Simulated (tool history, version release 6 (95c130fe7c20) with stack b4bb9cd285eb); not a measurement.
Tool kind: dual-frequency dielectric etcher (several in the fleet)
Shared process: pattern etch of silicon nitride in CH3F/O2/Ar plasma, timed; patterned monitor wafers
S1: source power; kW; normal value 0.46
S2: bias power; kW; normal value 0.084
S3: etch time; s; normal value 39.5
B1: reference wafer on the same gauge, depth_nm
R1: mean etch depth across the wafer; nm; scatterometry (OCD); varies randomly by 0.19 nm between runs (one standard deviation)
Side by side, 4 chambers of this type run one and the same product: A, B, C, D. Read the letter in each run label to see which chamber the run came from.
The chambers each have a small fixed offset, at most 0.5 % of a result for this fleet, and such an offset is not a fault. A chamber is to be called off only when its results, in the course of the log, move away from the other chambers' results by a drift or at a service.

run,day,S1,S2,S3,B1,R1
1D,0.45,0.46,0.084,39.5,35.057,30.384
2C,0.875,0.46,0.084,39.5,35.067,30.798
3B,1.117,0.46,0.084,39.5,35.111,31.104
# day 1.192: chamber B: wet clean of the chamber
4A,1.512,0.46,0.084,39.5,35.154,30.683
5B,1.862,0.46,0.084,39.5,35.07,30.713
6C,2.108,0.46,0.084,39.5,35.114,30.596
# day 2.342: chamber C: wet clean of the chamber
7D,2.417,0.46,0.084,39.5,35.117,30.702
8A,2.883,0.46,0.084,39.5,35.091,30.514
9B,3.125,0.46,0.084,39.5,35.059,31.274
10D,3.458,0.46,0.084,39.5,35.102,30.59
# day 3.779: chamber D: wet clean of the chamber
11C,3.854,0.46,0.084,39.5,35.112,30.633
12A,4.229,0.46,0.084,39.5,35.06,30.578
13A,4.438,0.46,0.084,39.5,35.144,30.637
14C,4.667,0.46,0.084,39.5,35.101,31.238
15B,5.104,0.46,0.084,39.5,35.116,31.2
16D,5.475,0.54,0.084,39.5,35.076,32.581
17D,5.912,0.54,0.084,39.5,35.151,32.426
18C,6.25,0.54,0.084,39.5,35.12,32.677
19B,6.621,0.54,0.084,39.5,35.061,32.866
20A,6.988,0.46,0.084,39.5,35.076,30.512
21D,7.412,0.46,0.084,39.5,35.085,30.479
22A,7.692,0.46,0.084,39.5,35.122,30.831
23B,7.925,0.46,0.084,39.5,35.102,30.562
24C,8.233,0.46,0.084,39.5,35.047,30.587
25D,8.521,0.46,0.084,39.5,35.134,30.366
26B,8.958,0.46,0.084,39.5,35.077,31.054
27A,9.167,0.46,0.084,39.5,35.067,30.854
28C,9.604,0.46,0.084,39.5,35.07,30.67
29A,9.912,0.46,0.084,39.5,35.097,30.459
30D,10.338,0.46,0.084,39.5,35.092,30.572
31C,10.583,0.46,0.084,39.5,35.127,30.528
32B,10.808,0.37,0.084,39.5,35.091,28.555

One chamber off, gauge drift, or nothing amiss beyond the chambers' own small offsets? If it is a chamber, which one, and what is the likeliest cause?

No chamber is off and the gauge is stable; the differences are just each chamber's small, constant offset.
